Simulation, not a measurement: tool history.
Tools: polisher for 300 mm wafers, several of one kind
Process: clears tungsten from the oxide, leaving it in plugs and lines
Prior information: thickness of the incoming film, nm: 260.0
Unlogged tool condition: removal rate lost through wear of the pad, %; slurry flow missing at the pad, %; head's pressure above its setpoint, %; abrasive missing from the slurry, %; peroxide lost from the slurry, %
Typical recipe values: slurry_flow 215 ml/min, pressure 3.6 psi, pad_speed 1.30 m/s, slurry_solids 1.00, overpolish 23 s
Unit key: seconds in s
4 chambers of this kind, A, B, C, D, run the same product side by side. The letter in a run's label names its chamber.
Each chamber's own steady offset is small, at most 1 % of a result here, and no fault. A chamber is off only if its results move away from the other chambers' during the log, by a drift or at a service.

run   hour  slurry_flow  pressure  pad_speed  slurry_solids  overpolish  wafers polished on this pad  hours since the slurry nozzle was cleaned  hours since the head pressure was calibrated  hours since the slurry blender was calibrated  hours since the slurry got fresh peroxide  seconds
       0.9  -- chamber C: slurry tank refilled with fresh slurry and peroxide
 1B    4.7          215       3.6       1.30           1.00          23                          176                                      255.1                                         104.8                                          314.2                                       39.7   46.431
 2C    9.5          215       3.6       1.30           1.00          23                          514                                       49.1                                         432.9                                          157.1                                        8.6   45.755
      16.3  -- chamber B: slurry blender recalibrated
      19.4  -- chamber B: slurry tank refilled with fresh slurry and peroxide
 3D   19.5          215       3.6       1.30           1.00          23                          928                                      113.8                                         795.1                                           42.7                                      201.4   46.381
 4A   25.9          215       3.6       1.30           1.00          23                          363                                      330.3                                         694.2                                          213.3                                       50.4   47.132
      29.2  -- chamber C: worn pad replaced by a new one
 5D   36.3          215       3.6       1.30           1.00          23                         1134                                      130.6                                         811.9                                           59.5                                      218.2   46.813
      39.9  -- chamber D: slurry tank refilled with fresh slurry and peroxide
 6C   44.3          215       3.6       1.30           0.85          30                          186                                       83.9                                         467.7                                          191.9                                       43.4   47.805
      48.6  -- chamber C: slurry tank refilled with fresh slurry and peroxide
      50.0  -- chamber C: slurry blender recalibrated
 7A   52.8          215       3.6       1.30           0.85          30                          694                                      357.2                                         721.1                                          240.2                                       77.3   46.072
      57.6  -- chamber B: worn pad replaced by a new one
      57.9  -- chamber D: worn pad replaced by a new one
      59.2  -- chamber A: slurry tank refilled with fresh slurry and peroxide
      61.0  -- chamber A: worn pad replaced by a new one
 8B   61.8          215       3.6       1.30           0.85          30                           51                                      312.2                                         161.9                                           45.5                                       42.5   48.803
 9D   66.3          215       3.6       1.30           0.85          30                          103                                      160.6                                         841.9                                           89.5                                       26.4   47.896
      68.3  -- chamber D: slurry blender recalibrated
10A   76.3          215       3.1       1.30           1.00          23                          189                                      380.7                                         744.6                                          263.7                                       17.2   54.259
      76.5  -- chamber B: slurry tank refilled with fresh slurry and peroxide
      79.1  -- chamber C: worn pad replaced by a new one
11B   81.6          215       3.1       1.30           1.00          23                          295                                      332.0                                         181.7                                           65.3                                        5.2   53.996
12C   87.8          215       3.1       1.30           1.00          23                          107                                      127.4                                         511.2                                           37.9                                       39.2   53.640
13B   95.9          215       3.1       1.30           1.00          23                          470                                      346.3                                         196.0                                           79.6                                       19.5   53.251
14D  101.8          215       3.6       1.30           1.00          23                          540                                      196.1                                         877.4                                           33.6                                       61.9   45.473
     103.6  -- chamber C: slurry tank refilled with fresh slurry and peroxide
15A  110.9          215       3.6       1.30           1.00          23                          614                                      415.3                                         779.2                                          298.3                                       51.8   46.621
     119.3  -- chamber A: head pressure recalibrated
16C  120.4          215       3.6       1.30           1.00          23                          508                                      160.0                                         543.8                                           70.5                                       16.8   46.794
     125.7  -- chamber A: worn pad replaced by a new one
     128.8  -- chamber B: worn pad replaced by a new one
17C  128.9          215       3.6       1.30           1.00          23                          612                                      168.5                                         552.3                                           79.0                                       25.3   47.516
18A  135.9          215       3.6       1.30           1.00          23                          126                                      440.3                                          16.7                                          323.3                                       76.8   47.653
     137.7  -- chamber B: slurry tank refilled with fresh slurry and peroxide
     137.8  -- chamber A: slurry tank refilled with fresh slurry and peroxide
     138.2  -- chamber C: worn pad replaced by a new one
19D  145.5          215       3.6       1.30           1.00          23                         1077                                      239.8                                         921.1                                           77.3                                      105.6   47.253
20B  152.4          215       3.6       1.30           1.15          23                          290                                      402.8                                         252.5                                          136.1                                       14.7   45.547
     157.4  -- chamber D: slurry blender recalibrated
21B  158.6          215       3.6       1.30           1.15          23                          366                                      409.0                                         258.7                                          142.3                                       20.9   45.635
     159.8  -- chamber D: worn pad replaced by a new one
     165.4  -- chamber C: slurry tank refilled with fresh slurry and peroxide
22D  168.9          215       3.6       1.30           1.15          23                          112                                      263.2                                         944.5                                           11.6                                      129.0   43.602
23A  177.9          215       3.6       1.30           1.15          23                          642                                      482.3                                          58.7                                          365.3                                       40.2   44.762
     179.8  -- chamber A: slurry blender recalibrated
24C  186.0          215       3.6       1.30           1.00          23                          588                                      225.6                                         609.4                                          136.1                                       20.7   45.317
25D  190.7          215       3.6       1.30           1.00          23                          380                                      285.0                                         966.3                                           33.4                                      150.8   45.850
     193.1  -- chamber B: slurry tank refilled with fresh slurry and peroxide
     195.1  -- chamber C: worn pad replaced by a new one
26C  196.2          215       3.6       1.30           1.00          23                           14                                      235.8                                         619.6                                          146.3                                       30.9   45.128
27B  204.3          215       3.6       1.30           1.00          23                          928                                      454.7                                         304.4                                          188.0                                       11.2   45.233
     204.5  -- chamber B: worn pad replaced by a new one
     205.4  -- chamber A: worn pad replaced by a new one
28A  211.4          215       3.6       1.30           1.00          23                           74                                      515.8                                          92.2                                           31.6                                       73.7   44.890
     216.4  -- chamber C: slurry tank refilled with fresh slurry and peroxide
29B  219.3          215       3.6       1.30           1.00          23                          182                                      469.7                                         319.4                                          203.0                                       26.2   47.460
30D  224.0          215       3.6       1.30           1.00          23                          790                                      318.3                                         999.6                                           66.7                                      184.1   47.687
31C  229.9          215       3.6       1.30           1.00          23                          428                                      269.5                                         653.3                                          180.0                                       13.6   46.014
     230.4  -- chamber A: slurry tank refilled with fresh slurry and peroxide
     230.6  -- chamber D: slurry tank refilled with fresh slurry and peroxide
32A  239.4          215       2.8       1.02           1.00          23                          418                                      543.8                                         120.2                                           59.6                                        9.1   73.082
     242.9  -- chamber B: slurry tank refilled with fresh slurry and peroxide
     244.7  -- chamber C: slurry blender recalibrated
33B  245.3          215       2.8       1.02           1.00          23                          501                                      495.7                                         345.4                                          229.0                                        2.4   79.279
     250.4  -- chamber C: worn pad replaced by a new one
34A  252.0          215       2.8       1.02           1.00          23                          573                                      556.4                                         132.8                                           72.2                                       21.7   77.030
35D  258.5          215       2.8       1.02           1.00          23                         1214                                      352.8                                        1034.1                                          101.2                                       28.0   75.521
36C  263.8          215       3.6       1.30           1.00          23                          165                                      303.4                                         687.2                                           19.2                                       47.5   46.745
     265.7  -- chamber B: slurry nozzle cleaned
37B  273.2          215       3.6       1.30           0.85          23                          844                                        7.5                                         373.3                                          256.9                                       30.3   46.968

Is one chamber out of step, is the gauge drifting, or do the chambers differ by no more than their own small offsets? For an off chamber, give its letter and the likeliest cause.

Nothing is wrong: each chamber keeps only its own small, steady offset and the gauge holds still.
